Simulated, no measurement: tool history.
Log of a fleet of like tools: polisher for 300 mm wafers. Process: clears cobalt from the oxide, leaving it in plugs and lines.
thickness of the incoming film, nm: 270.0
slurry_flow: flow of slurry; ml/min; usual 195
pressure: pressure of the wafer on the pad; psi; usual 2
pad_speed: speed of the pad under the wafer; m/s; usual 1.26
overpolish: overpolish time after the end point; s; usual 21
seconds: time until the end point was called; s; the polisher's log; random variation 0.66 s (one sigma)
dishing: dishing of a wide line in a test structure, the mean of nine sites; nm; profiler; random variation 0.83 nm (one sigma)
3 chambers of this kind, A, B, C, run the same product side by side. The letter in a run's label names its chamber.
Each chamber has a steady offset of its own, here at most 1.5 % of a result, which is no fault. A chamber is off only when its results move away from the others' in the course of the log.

run   hour  slurry_flow  pressure  pad_speed  overpolish  seconds  dishing
 1C    5.1          195         2       1.26          21   35.315   67.216
 2B    8.3          195         2       1.26          21   36.311   70.642
 3A   12.3          195         2       1.26          21   34.648   67.289
 4B   17.5          195         2       1.26          21   34.701   69.281
 5C   20.2          240         2       1.26          21   34.947   68.345
 6A   23.6          240         2       1.26          21   34.823   69.075
 7B   28.4          240         2       1.26          21   34.015   68.745
 8A   34.4          195         2       1.26          21   36.166   66.801
 9C   40.2          195         2        0.9          21   50.011   59.289
10B     46          195         2        0.9          21   50.086    60.46
11C   49.2          195         2        0.9          21   50.533   60.011
12A   53.3          195         2       1.26          21   34.999   69.105
      54.1  -- chamber C: slurry nozzle cleaned
13C   57.4          195         2       1.26          21   36.079   66.646
14A   60.1          195         2       1.26          21   35.212    67.72
15B     65          195         2       1.26          21   36.001   69.538
      67.7  -- chamber B: worn pad replaced by a new one
16C   70.2          195         2       1.26          21   35.876    68.11
17B   73.5          195         2       1.26          21   36.951   68.672
18A   78.8          195         2       1.26          21   35.885   67.586
19A   84.7          195         2       1.26          21   34.862   67.525
        90  -- chamber C: worn pad replaced by a new one
20C   90.2          195         2       1.26          21   36.189   68.466
21B   94.2          195         2       1.26          21   35.494   70.099
22A   99.2          195         2       1.26          21   36.272   68.073
23B  104.5          195         2       1.26          21   36.625   69.053
24C  107.9          195         2       1.26          21   35.739   68.636
25B  111.5          195         2       1.26          21   36.596   68.346
26A  115.4          195         2       1.26          21   35.394   68.187
27C  120.4          195         2       1.26          21   35.492   68.205
28B  125.5          195         2       1.26          21   34.834   69.062
29A  130.6          195         2       1.26          21    35.88   67.531
30C  136.4          195         2       1.26          21   35.536   67.375
31B  142.1          195         2       1.26          21   36.465   70.391
32C  146.6          195         2       1.26          21     35.9   68.219
33A    150          195         2       1.26          21   35.046   67.982
34B  154.5          195         2       1.26          21   36.172   68.648
35C  157.4          195         2       1.26          21    36.59   68.823

What goes on in this fleet: one chamber off, a drifting gauge, or nothing beyond the chambers' own small offsets? Name the chamber and the cause, if any.

No chamber stands off beyond its own small offset, and the gauge holds steady.

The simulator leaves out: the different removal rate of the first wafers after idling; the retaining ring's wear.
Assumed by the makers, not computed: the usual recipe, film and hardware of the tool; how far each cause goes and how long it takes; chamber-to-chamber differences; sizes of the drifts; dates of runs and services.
